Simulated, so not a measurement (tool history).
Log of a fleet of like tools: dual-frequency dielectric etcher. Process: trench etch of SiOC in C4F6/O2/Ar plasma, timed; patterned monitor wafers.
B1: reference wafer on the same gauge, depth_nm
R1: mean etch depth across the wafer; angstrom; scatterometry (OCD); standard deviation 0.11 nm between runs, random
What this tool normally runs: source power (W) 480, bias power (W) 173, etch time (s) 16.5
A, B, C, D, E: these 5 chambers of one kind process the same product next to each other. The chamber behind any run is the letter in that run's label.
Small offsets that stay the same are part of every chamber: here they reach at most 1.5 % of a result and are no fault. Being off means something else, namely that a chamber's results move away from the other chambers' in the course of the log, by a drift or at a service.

{"run": "1C", "hour": 10.6, "source power (W)": 480, "bias power (W)": 173, "etch time (s)": 16.5, "B1": 36.278, "R1": 365.91}
{"run": "2B", "hour": 19.6, "source power (W)": 480, "bias power (W)": 173, "etch time (s)": 16.5, "B1": 36.318, "R1": 367.09}
{"run": "3E", "hour": 28.2, "source power (W)": 480, "bias power (W)": 173, "etch time (s)": 16.5, "B1": 36.307, "R1": 366.86}
{"run": "4A", "hour": 36.3, "source power (W)": 480, "bias power (W)": 173, "etch time (s)": 16.5, "B1": 36.322, "R1": 363.52}
{"run": "5D", "hour": 45.9, "source power (W)": 480, "bias power (W)": 173, "etch time (s)": 16.5, "B1": 36.309, "R1": 365.7}
{"run": "6B", "hour": 55.1, "source power (W)": 480, "bias power (W)": 173, "etch time (s)": 16.5, "B1": 36.302, "R1": 367.1}
{"run": "7D", "hour": 63.8, "source power (W)": 480, "bias power (W)": 206, "etch time (s)": 19.5, "B1": 36.316, "R1": 453.29}
{"run": "8A", "hour": 72.7, "source power (W)": 480, "bias power (W)": 206, "etch time (s)": 19.5, "B1": 36.316, "R1": 454.77}
{"run": "9E", "hour": 81.1, "source power (W)": 480, "bias power (W)": 206, "etch time (s)": 19.5, "B1": 36.285, "R1": 456.64}
{"hour": 89.7, "done": "chamber D: wet clean of the chamber"}
{"run": "10C", "hour": 93.7, "source power (W)": 480, "bias power (W)": 206, "etch time (s)": 19.5, "B1": 36.286, "R1": 458.81}
{"run": "11A", "hour": 103.3, "source power (W)": 480, "bias power (W)": 206, "etch time (s)": 19.5, "B1": 36.295, "R1": 456.66}
{"run": "12C", "hour": 114.6, "source power (W)": 370, "bias power (W)": 173, "etch time (s)": 14.5, "B1": 36.296, "R1": 290.76}
{"hour": 118.3, "done": "chamber A: source power generator calibrated"}
{"run": "13B", "hour": 125.4, "source power (W)": 370, "bias power (W)": 173, "etch time (s)": 14.5, "B1": 36.287, "R1": 291.78}
{"run": "14E", "hour": 134.1, "source power (W)": 370, "bias power (W)": 173, "etch time (s)": 14.5, "B1": 36.296, "R1": 292.54}
{"hour": 142.0, "done": "chamber C: wet clean of the chamber"}
{"run": "15D", "hour": 144.4, "source power (W)": 370, "bias power (W)": 173, "etch time (s)": 14.5, "B1": 36.303, "R1": 290.3}
{"run": "16A", "hour": 154.6, "source power (W)": 370, "bias power (W)": 173, "etch time (s)": 14.5, "B1": 36.299, "R1": 289.03}
{"run": "17E", "hour": 166.3, "source power (W)": 480, "bias power (W)": 173, "etch time (s)": 16.5, "B1": 36.342, "R1": 367.98}
{"run": "18B", "hour": 172.1, "source power (W)": 480, "bias power (W)": 173, "etch time (s)": 16.5, "B1": 36.285, "R1": 367.38}
{"hour": 179.2, "done": "chamber E: wet clean of the chamber"}
{"run": "19D", "hour": 185.3, "source power (W)": 480, "bias power (W)": 173, "etch time (s)": 16.5, "B1": 36.293, "R1": 363.78}
{"run": "20C", "hour": 194.0, "source power (W)": 480, "bias power (W)": 173, "etch time (s)": 16.5, "B1": 36.296, "R1": 359.91}
{"run": "21A", "hour": 201.7, "source power (W)": 480, "bias power (W)": 173, "etch time (s)": 16.5, "B1": 36.297, "R1": 363.36}
{"hour": 207.3, "done": "chamber A: bias power generator calibrated"}
{"run": "22D", "hour": 208.4, "source power (W)": 480, "bias power (W)": 173, "etch time (s)": 16.5, "B1": 36.295, "R1": 362.59}
{"run": "23B", "hour": 214.3, "source power (W)": 480, "bias power (W)": 173, "etch time (s)": 16.5, "B1": 36.28, "R1": 367.79}
{"run": "24E", "hour": 226.5, "source power (W)": 480, "bias power (W)": 173, "etch time (s)": 16.5, "B1": 36.281, "R1": 366.91}
{"run": "25C", "hour": 237.4, "source power (W)": 480, "bias power (W)": 173, "etch time (s)": 16.5, "B1": 36.286, "R1": 356.76}
{"run": "26B", "hour": 245.4, "source power (W)": 480, "bias power (W)": 173, "etch time (s)": 16.5, "B1": 36.296, "R1": 366.51}
{"run": "27C", "hour": 251.8, "source power (W)": 480, "bias power (W)": 173, "etch time (s)": 16.5, "B1": 36.283, "R1": 357.39}
{"run": "28A", "hour": 261.9, "source power (W)": 480, "bias power (W)": 173, "etch time (s)": 16.5, "B1": 36.319, "R1": 363.1}
{"run": "29D", "hour": 268.3, "source power (W)": 480, "bias power (W)": 209, "etch time (s)": 18.5, "B1": 36.306, "R1": 434.7}
{"run": "30E", "hour": 275.7, "source power (W)": 480, "bias power (W)": 209, "etch time (s)": 18.5, "B1": 36.275, "R1": 435.99}
{"run": "31C", "hour": 285.5, "source power (W)": 480, "bias power (W)": 209, "etch time (s)": 18.5, "B1": 36.285, "R1": 424.89}
{"run": "32E", "hour": 294.7, "source power (W)": 480, "bias power (W)": 209, "etch time (s)": 18.5, "B1": 36.304, "R1": 433.62}
{"run": "33A", "hour": 302.2, "source power (W)": 480, "bias power (W)": 209, "etch time (s)": 18.5, "B1": 36.274, "R1": 431.37}
{"run": "34B", "hour": 310.6, "source power (W)": 480, "bias power (W)": 173, "etch time (s)": 16.5, "B1": 36.275, "R1": 367.18}
{"run": "35D", "hour": 317.5, "source power (W)": 480, "bias power (W)": 173, "etch time (s)": 16.5, "B1": 36.288, "R1": 361.73}
{"run": "36B", "hour": 323.6, "source power (W)": 370, "bias power (W)": 173, "etch time (s)": 16.5, "B1": 36.294, "R1": 330.48}
{"run": "37E", "hour": 331.1, "source power (W)": 370, "bias power (W)": 173, "etch time (s)": 16.5, "B1": 36.29, "R1": 328.8}
{"run": "38A", "hour": 339.6, "source power (W)": 370, "bias power (W)": 173, "etch time (s)": 16.5, "B1": 36.294, "R1": 328.3}
{"run": "39C", "hour": 349.8, "source power (W)": 370, "bias power (W)": 173, "etch time (s)": 16.5, "B1": 36.331, "R1": 323.73}

Is one chamber off against the others, does the gauge drift, or is nothing wrong? If a chamber is off, say which, and what the likeliest cause is.

A service on chamber C put it out of line with the rest.
Cause: etch rate under this chamber's usual, % = 2.28.

Below are 4 candidate recipes for chamber C's next run, each the usual settings with a change, their results shown as question marks. Which of them brings C's results back in line with what the other chambers give on the usual settings?
Allowed miss from the other chambers' usual-settings mean, per result, to count as in line: R1 3.90 angstrom
{"run": "40C-1", "hour": 359.3, "source power (W)": 500, "bias power (W)": 177, "etch time (s)": 16.5, "R1": "?"}
{"run": "40C-2", "hour": 359.3, "source power (W)": 460, "bias power (W)": 173, "etch time (s)": 16.5, "R1": "?"}
{"run": "40C-3", "hour": 359.3, "source power (W)": 480, "bias power (W)": 195, "etch time (s)": 16.5, "R1": "?"}
{"run": "40C-4", "hour": 359.3, "source power (W)": 470, "bias power (W)": 173, "etch time (s)": 16.0, "R1": "?"}

The other chambers' mean on the usual settings: R1 365.43 angstrom
run=40C-1 R1=367.43
run=40C-2 R1=353.12
run=40C-3 R1=372.71
run=40C-4 R1=345.32
Change 40C-1 lands the chamber within the allowed miss of the other chambers.
